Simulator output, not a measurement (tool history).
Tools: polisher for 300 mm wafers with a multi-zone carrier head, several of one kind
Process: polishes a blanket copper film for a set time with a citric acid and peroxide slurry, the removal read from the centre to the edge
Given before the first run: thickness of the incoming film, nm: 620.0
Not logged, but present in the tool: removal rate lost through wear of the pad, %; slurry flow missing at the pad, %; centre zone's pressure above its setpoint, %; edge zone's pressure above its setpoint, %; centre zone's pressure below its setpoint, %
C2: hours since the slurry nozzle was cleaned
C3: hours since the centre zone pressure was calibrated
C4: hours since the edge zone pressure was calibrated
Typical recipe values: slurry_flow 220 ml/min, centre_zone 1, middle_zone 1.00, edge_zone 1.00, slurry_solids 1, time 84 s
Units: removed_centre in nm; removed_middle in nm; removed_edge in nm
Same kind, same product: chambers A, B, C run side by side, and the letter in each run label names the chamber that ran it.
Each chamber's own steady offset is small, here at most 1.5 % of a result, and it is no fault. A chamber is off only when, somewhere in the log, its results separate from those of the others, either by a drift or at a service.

Run 1A, hour 3.3: usual settings; wafers polished on this pad 230; C2 651.0; C3 579.1; C4 104.8. Result: removed_centre 179.09 nm, removed_middle 181.18 nm, removed_edge 179.13 nm.
Run 2B, hour 7.1: usual settings; wafers polished on this pad 548; C2 57.9; C3 148.2; C4 427.3. Result: removed_centre 182.52 nm, removed_middle 178.32 nm, removed_edge 179.89 nm.
Run 3C, hour 9.2: usual settings; wafers polished on this pad 1012; C2 256.2; C3 828.5; C4 91.9. Result: removed_centre 181.53 nm, removed_middle 179.34 nm, removed_edge 180.81 nm.
Run 4A, hour 13.9: usual settings; wafers polished on this pad 300; C2 661.6; C3 589.7; C4 115.4. Result: removed_centre 180.39 nm, removed_middle 180.11 nm, removed_edge 177.55 nm.
Run 5C, hour 16.2: usual settings; wafers polished on this pad 1058; C2 263.2; C3 835.5; C4 98.9. Result: removed_centre 180.21 nm, removed_middle 180.61 nm, removed_edge 181.43 nm.
Run 6B, hour 18.3: usual settings; wafers polished on this pad 622; C2 69.1; C3 159.4; C4 438.5. Result: removed_centre 180.26 nm, removed_middle 179.10 nm, removed_edge 181.02 nm.
At hour 19.9: chamber C: worn pad replaced by a new one.
Run 7B, hour 21.3: usual settings; wafers polished on this pad 642; C2 72.1; C3 162.4; C4 441.5. Result: removed_centre 183.05 nm, removed_middle 178.24 nm, removed_edge 182.50 nm.
Run 8C, hour 24.2: usual settings; wafers polished on this pad 28; C2 271.2; C3 843.5; C4 106.9. Result: removed_centre 180.77 nm, removed_middle 176.97 nm, removed_edge 182.40 nm.
Run 9A, hour 26.3: usual settings; wafers polished on this pad 381; C2 674.0; C3 602.1; C4 127.8. Result: removed_centre 182.36 nm, removed_middle 180.21 nm, removed_edge 179.86 nm.
Run 10C, hour 30.8: usual settings; wafers polished on this pad 71; C2 277.8; C3 850.1; C4 113.5. Result: removed_centre 182.61 nm, removed_middle 177.52 nm, removed_edge 178.48 nm.
Run 11A, hour 34.2: usual settings; wafers polished on this pad 433; C2 681.9; C3 610.0; C4 135.7. Result: removed_centre 179.55 nm, removed_middle 178.33 nm, removed_edge 181.83 nm.
Run 12B, hour 38.2: usual settings but middle_zone 1.11; wafers polished on this pad 753; C2 89.0; C3 179.3; C4 458.4. Result: removed_centre 179.29 nm, removed_middle 197.63 nm, removed_edge 179.04 nm.
Run 13C, hour 41.2: usual settings but middle_zone 1.11; wafers polished on this pad 139; C2 288.2; C3 860.5; C4 123.9. Result: removed_centre 184.32 nm, removed_middle 198.02 nm, removed_edge 181.39 nm.
Run 14B, hour 45.7: usual settings but middle_zone 1.11; wafers polished on this pad 802; C2 96.5; C3 186.8; C4 465.9. Result: removed_centre 182.97 nm, removed_middle 197.60 nm, removed_edge 180.26 nm.
Run 15A, hour 50.5: usual settings; wafers polished on this pad 540; C2 698.2; C3 626.3; C4 152.0. Result: removed_centre 181.34 nm, removed_middle 181.80 nm, removed_edge 180.07 nm.
Run 16B, hour 53.5: usual settings; wafers polished on this pad 853; C2 104.3; C3 194.6; C4 473.7. Result: removed_centre 181.92 nm, removed_middle 181.29 nm, removed_edge 179.04 nm.
Run 17C, hour 57.5: usual settings; wafers polished on this pad 246; C2 304.5; C3 876.8; C4 140.2. Result: removed_centre 180.87 nm, removed_middle 181.05 nm, removed_edge 178.75 nm.
Run 18A, hour 61.0: usual settings; wafers polished on this pad 609; C2 708.7; C3 636.8; C4 162.5. Result: removed_centre 181.57 nm, removed_middle 181.15 nm, removed_edge 181.01 nm.
Run 19C, hour 64.9: usual settings; wafers polished on this pad 295; C2 311.9; C3 884.2; C4 147.6. Result: removed_centre 180.59 nm, removed_middle 177.88 nm, removed_edge 181.33 nm.
Run 20B, hour 67.5: usual settings; wafers polished on this pad 945; C2 118.3; C3 208.6; C4 487.7. Result: removed_centre 179.14 nm, removed_middle 180.97 nm, removed_edge 178.77 nm.
Run 21A, hour 69.6: usual settings; wafers polished on this pad 666; C2 717.3; C3 645.4; C4 171.1. Result: removed_centre 183.68 nm, removed_middle 178.97 nm, removed_edge 179.77 nm.
Run 22B, hour 72.5: usual settings; wafers polished on this pad 978; C2 123.3; C3 213.6; C4 492.7. Result: removed_centre 180.64 nm, removed_middle 179.22 nm, removed_edge 180.37 nm.
Run 23A, hour 75.0: usual settings; wafers polished on this pad 701; C2 722.7; C3 650.8; C4 176.5. Result: removed_centre 185.46 nm, removed_middle 180.30 nm, removed_edge 180.96 nm.
Run 24C, hour 79.7: usual settings; wafers polished on this pad 392; C2 326.7; C3 899.0; C4 162.4. Result: removed_centre 181.37 nm, removed_middle 180.32 nm, removed_edge 183.75 nm.
Run 25B, hour 83.5: usual settings; wafers polished on this pad 1050; C2 134.3; C3 224.6; C4 503.7. Result: removed_centre 182.83 nm, removed_middle 178.98 nm, removed_edge 178.11 nm.
Run 26A, hour 87.1: usual settings but middle_zone 1.07; wafers polished on this pad 780; C2 734.8; C3 662.9; C4 188.6. Result: removed_centre 186.09 nm, removed_middle 190.69 nm, removed_edge 178.97 nm.
Run 27C, hour 89.4: usual settings but middle_zone 1.07; wafers polished on this pad 456; C2 336.4; C3 908.7; C4 172.1. Result: removed_centre 183.68 nm, removed_middle 190.27 nm, removed_edge 179.97 nm.
Run 28A, hour 93.2: usual settings but middle_zone 1.07; wafers polished on this pad 820; C2 740.9; C3 669.0; C4 194.7. Result: removed_centre 188.50 nm, removed_middle 193.09 nm, removed_edge 180.09 nm.
At hour 95.4: chamber B: worn pad replaced by a new one.
Run 29C, hour 97.9: usual settings; wafers polished on this pad 512; C2 344.9; C3 917.2; C4 180.6. Result: removed_centre 180.08 nm, removed_middle 178.18 nm, removed_edge 180.31 nm.
Run 30B, hour 100.6: usual settings; wafers polished on this pad 34; C2 151.4; C3 241.7; C4 520.8. Result: removed_centre 181.25 nm, removed_middle 181.58 nm, removed_edge 181.21 nm.
Run 31B, hour 104.2: usual settings; wafers polished on this pad 58; C2 155.0; C3 245.3; C4 524.4. Result: removed_centre 179.98 nm, removed_middle 177.44 nm, removed_edge 182.04 nm.
Run 32C, hour 107.2: usual settings; wafers polished on this pad 573; C2 354.2; C3 926.5; C4 189.9. Result: removed_centre 178.01 nm, removed_middle 177.17 nm, removed_edge 179.83 nm.
Run 33A, hour 112.0: usual settings; wafers polished on this pad 944; C2 759.7; C3 687.8; C4 213.5. Result: removed_centre 185.05 nm, removed_middle 180.44 nm, removed_edge 177.95 nm.
Run 34B, hour 115.4: usual settings; wafers polished on this pad 131; C2 166.2; C3 256.5; C4 535.6. Result: removed_centre 179.23 nm, removed_middle 182.55 nm, removed_edge 181.07 nm.
Run 35A, hour 120.1: usual settings but edge_zone 1.07; wafers polished on this pad 997; C2 767.8; C3 695.9; C4 221.6. Result: removed_centre 190.67 nm, removed_middle 182.43 nm, removed_edge 185.72 nm.
Run 36C, hour 123.4: usual settings but edge_zone 1.07; wafers polished on this pad 679; C2 370.4; C3 942.7; C4 206.1. Result: removed_centre 180.32 nm, removed_middle 179.96 nm, removed_edge 183.75 nm.
Run 37C, hour 128.0: usual settings but edge_zone 1.07; wafers polished on this pad 709; C2 375.0; C3 947.3; C4 210.7. Result: removed_centre 180.32 nm, removed_middle 177.86 nm, removed_edge 190.72 nm.
Run 38A, hour 132.0: usual settings; wafers polished on this pad 1075; C2 779.7; C3 707.8; C4 233.5. Result: removed_centre 187.46 nm, removed_middle 179.53 nm, removed_edge 177.74 nm.
Run 39B, hour 135.7: usual settings; wafers polished on this pad 264; C2 186.5; C3 276.8; C4 555.9. Result: removed_centre 182.63 nm, removed_middle 179.12 nm, removed_edge 181.71 nm.
Run 40B, hour 138.7: usual settings; wafers polished on this pad 284; C2 189.5; C3 279.8; C4 558.9. Result: removed_centre 182.77 nm, removed_middle 178.55 nm, removed_edge 177.90 nm.
Run 41A, hour 141.6: usual settings; wafers polished on this pad 1138; C2 789.3; C3 717.4; C4 243.1. Result: removed_centre 191.53 nm, removed_middle 179.11 nm, removed_edge 182.54 nm.
Run 42C, hour 145.4: usual settings but slurry_flow 160 ml/min; wafers polished on this pad 824; C2 392.4; C3 964.7; C4 228.1. Result: removed_centre 172.01 nm, removed_middle 169.21 nm, removed_edge 174.91 nm.
Run 43A, hour 148.5: usual settings but slurry_flow 160 ml/min; wafers polished on this pad 1184; C2 796.2; C3 724.3; C4 250.0. Result: removed_centre 180.86 nm, removed_middle 169.75 nm, removed_edge 173.02 nm.

Read the log: is a single chamber off, either drifting away or since a service, is the gauge that measures every chamber drifting, or is nothing wrong beyond small per-chamber offsets? Name any odd chamber and what most likely caused it.

Chamber A drifts away from the others.
Likeliest cause: centre zone's pressure above its setpoint, % = 6.97.

Below are 4 candidate recipes for chamber A's next run, each the usual settings with a change, their results shown as question marks. Which of them brings A's results back in line with what the other chambers give on the usual settings?
To be in line, a result may differ from the other chambers' mean on the usual settings by at most: removed_centre 5.80 nm; removed_middle 5.60 nm; removed_edge 6.60 nm
Run 44A-1, hour 152.0: usual settings but slurry_flow 225 ml/min, centre_zone 1.06, middle_zone 0.99, edge_zone 0.98, time 85 s. Result: removed_centre ?, removed_middle ?, removed_edge ?.
Run 44A-2, hour 152.0: usual settings but slurry_flow 215 ml/min, centre_zone 0.94, middle_zone 1.01, edge_zone 1.02, time 83 s. Result: removed_centre ?, removed_middle ?, removed_edge ?.
Run 44A-3, hour 152.0: usual settings but centre_zone 1.01. Result: removed_centre ?, removed_middle ?, removed_edge ?.
Run 44A-4, hour 152.0: usual settings but centre_zone 0.99. Result: removed_centre ?, removed_middle ?, removed_edge ?.

What the other chambers average on the usual settings: removed_centre 180.53 nm; removed_middle 179.33 nm; removed_edge 180.41 nm
  run  removed_centre  removed_middle  removed_edge
44A-1          208.66          180.87        180.43
44A-2          177.56          178.92        178.97
44A-3          195.02          179.91        179.73
44A-4          190.82          179.93        179.73
With 44A-2, the chamber falls back in line with the rest.
